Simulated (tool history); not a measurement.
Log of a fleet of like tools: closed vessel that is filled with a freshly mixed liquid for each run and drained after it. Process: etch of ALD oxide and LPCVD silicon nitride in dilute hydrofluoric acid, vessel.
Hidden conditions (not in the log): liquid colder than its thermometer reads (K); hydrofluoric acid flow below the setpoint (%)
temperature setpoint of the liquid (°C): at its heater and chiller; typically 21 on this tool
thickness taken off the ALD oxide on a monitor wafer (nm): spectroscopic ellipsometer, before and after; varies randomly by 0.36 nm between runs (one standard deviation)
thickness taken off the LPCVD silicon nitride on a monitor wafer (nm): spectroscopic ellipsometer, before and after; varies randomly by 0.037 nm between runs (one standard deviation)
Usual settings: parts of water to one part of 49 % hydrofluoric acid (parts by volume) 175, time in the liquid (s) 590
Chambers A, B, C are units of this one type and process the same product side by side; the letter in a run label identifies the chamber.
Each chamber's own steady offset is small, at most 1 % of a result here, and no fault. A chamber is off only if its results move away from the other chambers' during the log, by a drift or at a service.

run,hour,temperature setpoint of the liquid (°C),parts of water to one part of 49 % hydrofluoric acid (parts by volume),time in the liquid (s),hours since the thermometer was replaced,hours since the hydrofluoric acid flow meter was replaced,"read-back film thickness of the ALD oxide reference wafer, read on the same gauge (nm)","read-back film thickness of the LPCVD silicon nitride reference wafer, read on the same gauge (nm)",thickness taken off the ALD oxide on a monitor wafer (nm),thickness taken off the LPCVD silicon nitride on a monitor wafer (nm)
1B,7.2,21,175,590,1603,297,140.02,60.001,37.461,1.3966
2A,13.7,21,175,590,256.8,982.3,139.98,59.994,37.313,1.485
3C,21.2,21,175,590,79.6,530.8,140,59.986,38.256,1.4405
4B,26.5,21,175,590,1622.3,316.3,140.01,60.016,37.207,1.3826
5A,33.3,21,175,590,276.4,1001.9,140.02,59.985,36.55,1.3757
6C,40.3,21,175,590,98.7,549.9,140,59.977,38.364,1.4206
7A,47.2,21,175,590,290.3,1015.8,140.02,60.003,35.729,1.4596
8B,51.5,21,175,590,1647.3,341.3,140.01,59.978,37.651,1.4992
9C,58.4,21,175,590,116.8,568,139.99,60.02,37.981,1.5454
10A,63.4,21,175,590,306.5,1032,140.01,60.005,35.21,1.3659
11B,67.9,21,175,590,1663.7,357.7,140.01,59.986,37.616,1.475
12C,74,21,135,590,132.4,583.6,140.02,60.008,51.444,1.8627
13C,81.8,21,135,590,140.2,591.4,139.99,59.976,50.823,1.9301
14B,87.5,21,135,590,1683.3,377.3,140.01,59.992,49.747,1.8239
15A,94.3,21,175,810,337.4,1062.9,140.01,59.999,47.052,1.7806
16C,102,21,175,810,160.4,611.6,140.02,60.032,51.92,2.0064
17A,105.6,21,175,810,348.7,1074.2,140,59.983,46.109,1.925
18B,109.8,21,175,590,1705.6,399.6,140,60.012,38.091,1.46
19C,116.2,21,130,700,174.6,625.8,140,60,63.161,2.3378
20A,123.4,21,130,700,366.5,1092,140,60.016,55.671,2.1448
21B,127.7,21,130,700,1723.5,417.5,139.99,60.009,62.188,2.1976

Read the log: is a single chamber off, either drifting away or since a service, is the gauge that measures every chamber drifting, or is nothing wrong beyond small per-chamber offsets? Name any odd chamber and what most likely caused it.

One chamber, A, drifts off from the rest bit by bit.
What lies behind it: hydrofluoric acid flow below the setpoint (%) = 10.7.

Chamber A could run next with any of the 4 candidate recipes listed below; each alters the usual settings, and their results appear as question marks. Which one brings its results back in line with what the other chambers deliver on the usual settings?
A result is in line if it is within this distance of the other chambers' mean on the usual settings: thickness taken off the ALD oxide on a monitor wafer (nm) 1.3; thickness taken off the LPCVD silicon nitride on a monitor wafer (nm) 0.13
22A-1,133.4,21.5,190,560,,,,,?,?
22A-2,133.4,20.5,160,620,,,,,?,?
22A-3,133.4,21.5,200,545,,,,,?,?
22A-4,133.4,20.5,150,635,,,,,?,?

The mean the other chambers reach with the usual settings: thickness taken off the ALD oxide on a monitor wafer (nm) 37.723; thickness taken off the LPCVD silicon nitride on a monitor wafer (nm) 1.4578
run,thickness taken off the ALD oxide on a monitor wafer (nm),thickness taken off the LPCVD silicon nitride on a monitor wafer (nm)
22A-1,28.646,1.1548
22A-2,37.492,1.4165
22A-3,26.191,1.0689
22A-4,41.43,1.545
It is 22A-2 that realigns the chamber with its peers.
